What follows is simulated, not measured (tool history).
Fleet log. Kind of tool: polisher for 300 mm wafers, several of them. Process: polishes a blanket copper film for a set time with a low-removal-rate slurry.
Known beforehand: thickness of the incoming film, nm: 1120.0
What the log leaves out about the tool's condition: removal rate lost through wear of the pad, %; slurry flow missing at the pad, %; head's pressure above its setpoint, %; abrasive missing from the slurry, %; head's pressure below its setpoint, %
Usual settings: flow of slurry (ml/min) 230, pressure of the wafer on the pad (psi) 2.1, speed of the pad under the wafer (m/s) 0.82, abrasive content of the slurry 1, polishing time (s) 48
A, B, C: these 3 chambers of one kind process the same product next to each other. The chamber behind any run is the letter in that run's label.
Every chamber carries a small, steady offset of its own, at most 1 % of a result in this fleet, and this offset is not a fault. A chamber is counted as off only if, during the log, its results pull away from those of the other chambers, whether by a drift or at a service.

run,hour,flow of slurry (ml/min),pressure of the wafer on the pad (psi),speed of the pad under the wafer (m/s),abrasive content of the slurry,polishing time (s),wafers polished on this pad,hours since the slurry nozzle was cleaned,hours since the head pressure was calibrated,hours since the slurry blender was calibrated,film removed (Å)
1A,10.6,230,2.1,0.82,1,48,459,27.5,487.4,69.4,740
2C,18.4,230,2.1,0.82,1,48,615,752.6,501.5,142.7,737.12
3B,30.1,230,2.1,0.82,1,48,720,235.2,294.8,160.2,713.61
4C,42,230,2.1,0.82,1,48,864,776.2,525.1,166.3,741.49
5A,48.8,230,2.1,0.82,1,48,864,65.7,525.6,107.6,736.5
6B,56.8,230,2.1,0.82,1,48,1002,261.9,321.5,186.9,717.81
# hour 63.1: chamber C: slurry nozzle cleaned
7C,67,230,2.1,0.82,1,48,1129,3.9,550.1,191.3,720.77
# hour 80.6: chamber A: worn pad replaced by a new one
# hour 81: chamber C: worn pad replaced by a new one
8B,81,230,2.1,0.82,1,48,1259,286.1,345.7,211.1,725.79
9A,93.9,230,2.1,0.82,1,48,141,110.8,570.7,152.7,741.13
10B,103.1,230,2.1,0.82,1,48,1493,308.2,367.8,233.2,738.84
# hour 105.9: chamber A: head pressure recalibrated
11A,110.5,230,2.1,0.82,0.9,48,317,127.4,4.7,169.3,725.41
12C,119,230,2.1,0.82,0.9,48,402,55.9,602.1,243.3,714.55
13B,131,230,2.1,0.82,0.9,48,1788,336.1,395.7,261.1,714.47
14A,138.6,280,2.7,0.82,1,48,614,155.5,32.8,197.4,953.25
15C,146.9,280,2.7,0.82,1,48,698,83.8,630,271.2,969.45
# hour 147.2: chamber A: slurry blender recalibrated
16A,157.6,280,2.7,0.82,1,48,816,174.5,51.8,10.5,961.52
17C,166.2,230,2.1,1.02,1,34,902,103.1,649.3,290.5,636.59
18B,174.5,230,2.1,1.02,1,34,2249,379.6,439.2,304.6,632.96
19C,182.1,230,2.1,1.02,1,34,1070,119,665.2,306.4,660.96
20B,192,230,2.1,0.82,1,48,2434,397.1,456.7,322.1,719.55
# hour 193.9: chamber A: worn pad replaced by a new one
21A,201.8,230,2.1,0.82,1,48,84,218.7,96,54.7,742.78
# hour 206.2: chamber C: worn pad replaced by a new one
22B,213.9,230,2.1,0.82,1,48,2666,419,478.6,344,705.61
# hour 222: chamber A: slurry nozzle cleaned
23A,222.8,230,2.1,0.82,1,48,306,0.9,117,75.7,744.37
24C,234.8,230,2.1,0.82,1,48,303,171.7,717.9,359.1,734.79
25C,246.2,230,2.1,0.82,1,48,424,183.1,729.3,370.5,745.39
# hour 249.9: chamber B: slurry blender recalibrated
26B,261.2,230,2.1,0.82,1,48,3167,466.3,525.9,11.4,684.74
27A,273.4,230,2.1,0.82,1,48,842,51.5,167.6,126.3,739.54
28A,285.6,230,2.1,0.82,1,48,971,63.7,179.8,138.5,758.4
# hour 294.8: chamber A: worn pad replaced by a new one
29C,295.5,230,2.1,0.82,1,48,946,232.4,778.6,419.8,728.2
30B,306.4,230,2.1,0.82,1,48,3646,511.5,571.1,56.6,697.53
31B,315.1,230,2.1,0.82,0.75,38,3738,520.2,579.8,65.3,521.68
# hour 318.4: chamber A: slurry blender recalibrated
32A,329.2,230,2.1,0.82,0.75,38,364,107.3,223.4,10.8,544.46
# hour 333.1: chamber C: head pressure recalibrated
33C,339.1,230,2.1,0.82,0.75,38,1408,276,6,463.4,552.44
# hour 339.6: chamber C: slurry blender recalibrated
34C,346.2,230,2.1,0.82,1,48,1483,283.1,13.1,6.6,740.2
35B,353.4,185,2.1,0.82,1,63,4144,558.5,618.1,103.6,851.75
# hour 357.2: chamber C: worn pad replaced by a new one
36A,367.5,185,2.1,0.82,1,63,770,145.6,261.7,49.1,936.96
37B,378.5,185,2.1,0.82,1,63,4410,583.6,643.2,128.7,845.04
# hour 392.3: chamber A: worn pad replaced by a new one
38A,393.9,230,2.1,0.82,1,48,17,172,288.1,75.5,744.3
39C,404,230,2.1,0.82,1,48,495,340.9,70.9,64.4,737.74

What goes on in this fleet: one chamber off, a drifting gauge, or nothing beyond the chambers' own small offsets? Name the chamber and the cause, if any.

It is chamber B that slowly wanders off from its peers.
Cause: removal rate lost through wear of the pad, % = 9.64.
Not necessarily distinguishable in this log from: head's pressure below its setpoint, %.

Chamber B could run next with any of the 4 candidate recipes listed below; each alters the usual settings, and their results appear as question marks. Which one brings its results back in line with what the other chambers deliver on the usual settings?
A result is in line if it is within this distance of the other chambers' mean on the usual settings: film removed (Å) 27
40B-1,415,230,2.1,0.8,1,47,,,,,?
40B-2,415,230,2.2,0.82,1,51,,,,,?
40B-3,415,230,2.1,0.78,1,45,,,,,?
40B-4,415,230,2.1,0.84,1,49,,,,,?

The other chambers' mean on the usual settings: film removed (Å) 738.3
run,film removed (Å)
40B-1,636.77
40B-2,741.48
40B-3,594.66
40B-4,696.55
With 40B-2, the chamber falls back in line with the rest.
